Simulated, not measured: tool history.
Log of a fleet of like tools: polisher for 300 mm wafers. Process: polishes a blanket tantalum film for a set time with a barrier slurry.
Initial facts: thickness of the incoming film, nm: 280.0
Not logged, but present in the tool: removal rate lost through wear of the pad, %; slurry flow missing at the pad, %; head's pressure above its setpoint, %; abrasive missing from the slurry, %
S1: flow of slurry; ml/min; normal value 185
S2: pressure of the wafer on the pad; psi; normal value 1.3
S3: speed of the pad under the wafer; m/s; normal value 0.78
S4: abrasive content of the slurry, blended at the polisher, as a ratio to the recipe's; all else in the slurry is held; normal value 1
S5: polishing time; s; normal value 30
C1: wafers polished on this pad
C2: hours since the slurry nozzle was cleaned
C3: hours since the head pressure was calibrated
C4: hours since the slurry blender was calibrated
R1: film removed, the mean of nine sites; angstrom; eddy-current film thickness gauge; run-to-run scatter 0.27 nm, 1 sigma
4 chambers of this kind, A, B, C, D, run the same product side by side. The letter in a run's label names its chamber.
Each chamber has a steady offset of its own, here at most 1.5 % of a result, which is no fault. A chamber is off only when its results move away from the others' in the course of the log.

{"run": "1B", "hour": 9.8, "S1": 185, "S2": 1.3, "S3": 0.78, "S4": 1, "S5": 30, "C1": 466, "C2": 228.1, "C3": 418.7, "C4": 190.5, "R1": 300.92}
{"run": "2C", "hour": 15.4, "S1": 185, "S2": 1.3, "S3": 0.78, "S4": 1, "S5": 30, "C1": 646, "C2": 76.7, "C3": 458.4, "C4": 44.2, "R1": 306.16}
{"hour": 17.8, "done": "chamber C: worn pad replaced by a new one"}
{"run": "3A", "hour": 23.9, "S1": 185, "S2": 1.3, "S3": 0.78, "S4": 1, "S5": 30, "C1": 1002, "C2": 422.5, "C3": 402.1, "C4": 29.7, "R1": 298.87}
{"run": "4D", "hour": 33.3, "S1": 185, "S2": 1.3, "S3": 0.78, "S4": 1, "S5": 30, "C1": 612, "C2": 626.9, "C3": 187, "C4": 196.3, "R1": 301.35}
{"run": "5A", "hour": 40.7, "S1": 185, "S2": 1.3, "S3": 0.78, "S4": 1, "S5": 30, "C1": 1220, "C2": 439.3, "C3": 418.9, "C4": 46.5, "R1": 293.57}
{"hour": 46.9, "done": "chamber A: worn pad replaced by a new one"}
{"run": "6D", "hour": 47.6, "S1": 185, "S2": 1.3, "S3": 0.78, "S4": 1, "S5": 30, "C1": 799, "C2": 641.2, "C3": 201.3, "C4": 210.6, "R1": 298.54}
{"run": "7C", "hour": 54.0, "S1": 185, "S2": 1.3, "S3": 0.54, "S4": 0.7, "S5": 30, "C1": 472, "C2": 115.3, "C3": 497, "C4": 82.8, "R1": 184.49}
{"run": "8B", "hour": 59.1, "S1": 185, "S2": 1.3, "S3": 0.54, "S4": 0.7, "S5": 30, "C1": 1109, "C2": 277.4, "C3": 468, "C4": 239.8, "R1": 183.68}
{"run": "9A", "hour": 66.1, "S1": 185, "S2": 1.3, "S3": 0.54, "S4": 0.7, "S5": 30, "C1": 251, "C2": 464.7, "C3": 444.3, "C4": 71.9, "R1": 185.12}
{"hour": 66.5, "done": "chamber D: slurry nozzle cleaned"}
{"hour": 66.8, "done": "chamber C: slurry blender recalibrated"}
{"hour": 72.6, "done": "chamber C: worn pad replaced by a new one"}
{"run": "10B", "hour": 73.3, "S1": 185, "S2": 1.3, "S3": 0.54, "S4": 0.7, "S5": 30, "C1": 1294, "C2": 291.6, "C3": 482.2, "C4": 254, "R1": 181.73}
{"run": "11D", "hour": 78.2, "S1": 185, "S2": 1.3, "S3": 0.78, "S4": 1, "S5": 30, "C1": 1197, "C2": 11.8, "C3": 231.9, "C4": 241.2, "R1": 302.56}
{"run": "12C", "hour": 86.5, "S1": 185, "S2": 1.3, "S3": 1.02, "S4": 1.1, "S5": 30, "C1": 181, "C2": 147.8, "C3": 529.5, "C4": 19.7, "R1": 416.34}
{"hour": 89.3, "done": "chamber D: worn pad replaced by a new one"}
{"run": "13B", "hour": 92.7, "S1": 185, "S2": 1.3, "S3": 1.02, "S4": 1.1, "S5": 30, "C1": 1547, "C2": 311, "C3": 501.6, "C4": 273.4, "R1": 385.97}
{"run": "14C", "hour": 99.7, "S1": 185, "S2": 1.3, "S3": 1.02, "S4": 1.1, "S5": 30, "C1": 353, "C2": 161, "C3": 542.7, "C4": 32.9, "R1": 406.54}
{"hour": 105.5, "done": "chamber C: head pressure recalibrated"}
{"run": "15A", "hour": 105.6, "S1": 185, "S2": 1.3, "S3": 1.02, "S4": 1.1, "S5": 30, "C1": 765, "C2": 504.2, "C3": 483.8, "C4": 111.4, "R1": 395.49}
{"run": "16D", "hour": 114.8, "S1": 185, "S2": 1.3, "S3": 0.78, "S4": 1, "S5": 30, "C1": 333, "C2": 48.4, "C3": 268.5, "C4": 277.8, "R1": 303.46}
{"run": "17D", "hour": 120.9, "S1": 185, "S2": 1.3, "S3": 0.78, "S4": 1, "S5": 30, "C1": 412, "C2": 54.5, "C3": 274.6, "C4": 283.9, "R1": 297.34}
{"hour": 126.2, "done": "chamber C: worn pad replaced by a new one"}
{"run": "18C", "hour": 128.8, "S1": 185, "S2": 1.3, "S3": 0.78, "S4": 1, "S5": 30, "C1": 34, "C2": 190.1, "C3": 23.3, "C4": 62, "R1": 300.23}
{"run": "19B", "hour": 136.6, "S1": 185, "S2": 1.3, "S3": 0.78, "S4": 1, "S5": 30, "C1": 2118, "C2": 354.9, "C3": 545.5, "C4": 317.3, "R1": 285.66}
{"hour": 137.4, "done": "chamber B: slurry blender recalibrated"}
{"hour": 146.2, "done": "chamber A: worn pad replaced by a new one"}
{"run": "20A", "hour": 146.2, "S1": 185, "S2": 1.3, "S3": 0.78, "S4": 1, "S5": 30, "C1": 0, "C2": 544.8, "C3": 524.4, "C4": 152, "R1": 298.77}
{"run": "21B", "hour": 153.8, "S1": 185, "S2": 1.3, "S3": 0.78, "S4": 1, "S5": 30, "C1": 2343, "C2": 372.1, "C3": 562.7, "C4": 16.5, "R1": 276.75}
{"run": "22C", "hour": 162.3, "S1": 185, "S2": 1.3, "S3": 0.78, "S4": 1, "S5": 30, "C1": 470, "C2": 223.6, "C3": 56.8, "C4": 95.5, "R1": 303.11}
{"run": "23A", "hour": 168.4, "S1": 185, "S2": 1.3, "S3": 0.78, "S4": 1, "S5": 30, "C1": 289, "C2": 567, "C3": 546.6, "C4": 174.2, "R1": 297.82}
{"hour": 175.4, "done": "chamber C: slurry blender recalibrated"}
{"run": "24D", "hour": 176.3, "S1": 185, "S2": 1.7, "S3": 0.78, "S4": 1, "S5": 30, "C1": 1134, "C2": 109.9, "C3": 330, "C4": 339.3, "R1": 391.45}
{"hour": 182.9, "done": "chamber C: worn pad replaced by a new one"}
{"run": "25D", "hour": 185.8, "S1": 185, "S2": 1.7, "S3": 0.78, "S4": 1, "S5": 30, "C1": 1258, "C2": 119.4, "C3": 339.5, "C4": 348.8, "R1": 392.16}
{"run": "26B", "hour": 193.5, "S1": 185, "S2": 1.7, "S3": 0.78, "S4": 1, "S5": 30, "C1": 2860, "C2": 411.8, "C3": 602.4, "C4": 56.2, "R1": 362.93}
{"hour": 194.3, "done": "chamber A: slurry blender recalibrated"}
{"hour": 195.9, "done": "chamber A: head pressure recalibrated"}
{"run": "27C", "hour": 199.1, "S1": 185, "S2": 1.7, "S3": 0.78, "S4": 1, "S5": 30, "C1": 212, "C2": 260.4, "C3": 93.6, "C4": 23.7, "R1": 395.45}
{"run": "28A", "hour": 210.2, "S1": 185, "S2": 1.3, "S3": 0.78, "S4": 1, "S5": 30, "C1": 834, "C2": 608.8, "C3": 14.3, "C4": 15.9, "R1": 301.77}
{"run": "29A", "hour": 215.3, "S1": 185, "S2": 1.3, "S3": 0.78, "S4": 1, "S5": 30, "C1": 900, "C2": 613.9, "C3": 19.4, "C4": 21, "R1": 296.08}

Each of the 4 chambers runs these same settings next. Fill in every chamber's results:
{"run": "30A", "hour": 223.3, "S1": 185, "S2": 1.3, "S3": 0.78, "S4": 1, "S5": 30, "R1": "?"}
{"run": "30B", "hour": 223.3, "S1": 185, "S2": 1.3, "S3": 0.78, "S4": 1, "S5": 30, "R1": "?"}
{"run": "30C", "hour": 223.3, "S1": 185, "S2": 1.3, "S3": 0.78, "S4": 1, "S5": 30, "R1": "?"}
{"run": "30D", "hour": 223.3, "S1": 185, "S2": 1.3, "S3": 0.78, "S4": 1, "S5": 30, "R1": "?"}

run=30A R1=297.75
run=30B R1=267.41
run=30C R1=304.51
run=30D R1=304.3
